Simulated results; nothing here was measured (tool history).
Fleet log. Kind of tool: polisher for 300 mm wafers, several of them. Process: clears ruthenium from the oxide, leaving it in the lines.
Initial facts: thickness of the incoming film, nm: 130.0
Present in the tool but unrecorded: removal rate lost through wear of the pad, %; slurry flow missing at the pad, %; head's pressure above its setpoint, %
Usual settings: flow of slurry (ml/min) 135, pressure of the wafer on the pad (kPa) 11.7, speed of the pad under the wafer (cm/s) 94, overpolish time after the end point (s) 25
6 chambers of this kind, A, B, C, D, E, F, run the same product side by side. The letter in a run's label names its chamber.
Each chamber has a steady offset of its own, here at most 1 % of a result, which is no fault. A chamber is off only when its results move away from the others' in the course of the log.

run	hour	flow of slurry (ml/min)	pressure of the wafer on the pad (kPa)	speed of the pad under the wafer (cm/s)	overpolish time after the end point (s)	wafers polished on this pad	hours since the slurry nozzle was cleaned	hours since the head pressure was calibrated	time until the end point was called (s)
# hour 7.7: chamber D: head pressure recalibrated
1D	14.5	135	11.7	94	25	905	270.4	6.8	129.040
2B	21.5	135	11.7	94	25	159	157.4	137.5	125.940
3C	32.5	135	11.7	94	25	716	265.1	818.0	129.230
# hour 35.2: chamber D: worn pad replaced by a new one
4A	40.2	135	11.7	94	25	738	200.3	585.1	133.730
# hour 47.2: chamber F: worn pad replaced by a new one
# hour 50.2: chamber F: head pressure recalibrated
5F	53.6	135	11.7	94	25	42	467.1	3.5	128.570
6E	62.0	135	11.7	94	25	1542	91.2	108.5	129.110
# hour 64.8: chamber E: worn pad replaced by a new one
# hour 64.9: chamber A: slurry nozzle cleaned
7A	75.6	135	11.7	94	25	973	10.7	620.5	128.900
# hour 86.4: chamber B: slurry nozzle cleaned
8F	90.5	135	11.7	94	25	287	504.0	40.4	130.340
# hour 98.2: chamber A: worn pad replaced by a new one
9D	105.0	135	11.7	94	25	463	360.9	97.3	128.620
# hour 113.0: chamber C: worn pad replaced by a new one
10B	119.4	135	11.7	94	25	808	33.1	235.4	128.830
11C	132.1	135	11.7	94	25	127	364.7	917.6	128.940
12E	145.9	135	11.7	94	25	538	175.1	192.4	128.420
13A	155.3	135	11.7	94	25	379	90.4	700.2	127.340
14B	162.5	135	11.7	94	25	1094	76.2	278.5	127.800
# hour 170.7: chamber F: worn pad replaced by a new one
15D	171.7	135	11.7	94	25	905	427.6	164.0	130.860
# hour 178.1: chamber D: worn pad replaced by a new one
# hour 181.1: chamber B: worn pad replaced by a new one
16C	181.2	135	11.7	94	25	452	413.8	966.7	131.910
# hour 184.6: chamber F: slurry nozzle cleaned
17F	192.0	135	8.3	94	25	141	7.5	141.9	185.080
18E	205.8	135	8.3	94	25	935	235.0	252.3	181.710
# hour 211.4: chamber E: slurry nozzle cleaned
19D	216.3	135	8.3	94	25	253	472.2	208.6	183.260
20F	228.5	135	8.3	94	25	383	44.0	178.4	178.880
21A	236.4	135	8.3	94	25	916	171.5	781.3	182.080
22E	251.0	135	8.3	94	25	1234	39.7	297.5	180.340
23B	257.9	135	11.7	94	25	509	171.6	373.9	128.020
# hour 258.0: chamber E: worn pad replaced by a new one
# hour 263.4: chamber A: worn pad replaced by a new one
24C	271.1	135	11.7	94	25	1048	503.7	1056.6	129.220
# hour 272.8: chamber A: head pressure recalibrated
# hour 279.7: chamber B: slurry nozzle cleaned
# hour 284.5: chamber C: slurry nozzle cleaned
25E	285.6	135	11.7	94	25	183	74.3	332.1	127.300
# hour 297.6: chamber F: worn pad replaced by a new one
26F	298.0	135	11.7	94	25	3	113.5	247.9	128.640
# hour 301.4: chamber C: worn pad replaced by a new one
27B	313.2	135	11.7	94	25	876	33.5	429.2	128.040
28A	324.5	135	14.5	94	25	405	259.6	51.8	102.500
# hour 328.9: chamber A: slurry nozzle cleaned
# hour 336.2: chamber D: worn pad replaced by a new one
29C	339.4	135	14.5	94	25	252	54.9	1124.9	104.830
30D	347.6	135	14.5	94	25	75	603.5	339.9	104.000
# hour 350.2: chamber B: worn pad replaced by a new one
31B	355.2	135	14.5	94	25	33	75.5	471.2	103.220
32D	363.9	135	14.5	94	25	183	619.8	356.2	104.200
33F	377.4	135	14.5	94	25	529	192.9	327.3	104.120
34A	392.1	135	11.7	94	25	853	63.2	119.4	127.260
35E	405.2	135	11.7	122	25	976	193.9	451.7	99.298
# hour 411.0: chamber E: slurry nozzle cleaned
36C	417.8	135	11.7	122	25	772	133.3	1203.3	101.480
# hour 420.1: chamber F: worn pad replaced by a new one
37E	428.5	135	11.7	122	25	1131	17.5	475.0	96.587
38D	440.2	135	11.7	122	25	689	696.1	432.5	99.319
39F	447.9	135	11.7	122	25	184	263.4	397.8	100.260

Next, all 6 chambers run the settings below, one line each with question marks for the results. What does each chamber give?
40A	458.7	135	11.7	94	25				?
40B	458.7	135	11.7	94	25				?
40C	458.7	135	11.7	94	25				?
40D	458.7	135	11.7	94	25				?
40E	458.7	135	11.7	94	25				?
40F	458.7	135	11.7	94	25				?

run	time until the end point was called (s)
40A	128.030
40B	127.820
40C	128.900
40D	129.820
40E	132.110
40F	129.990
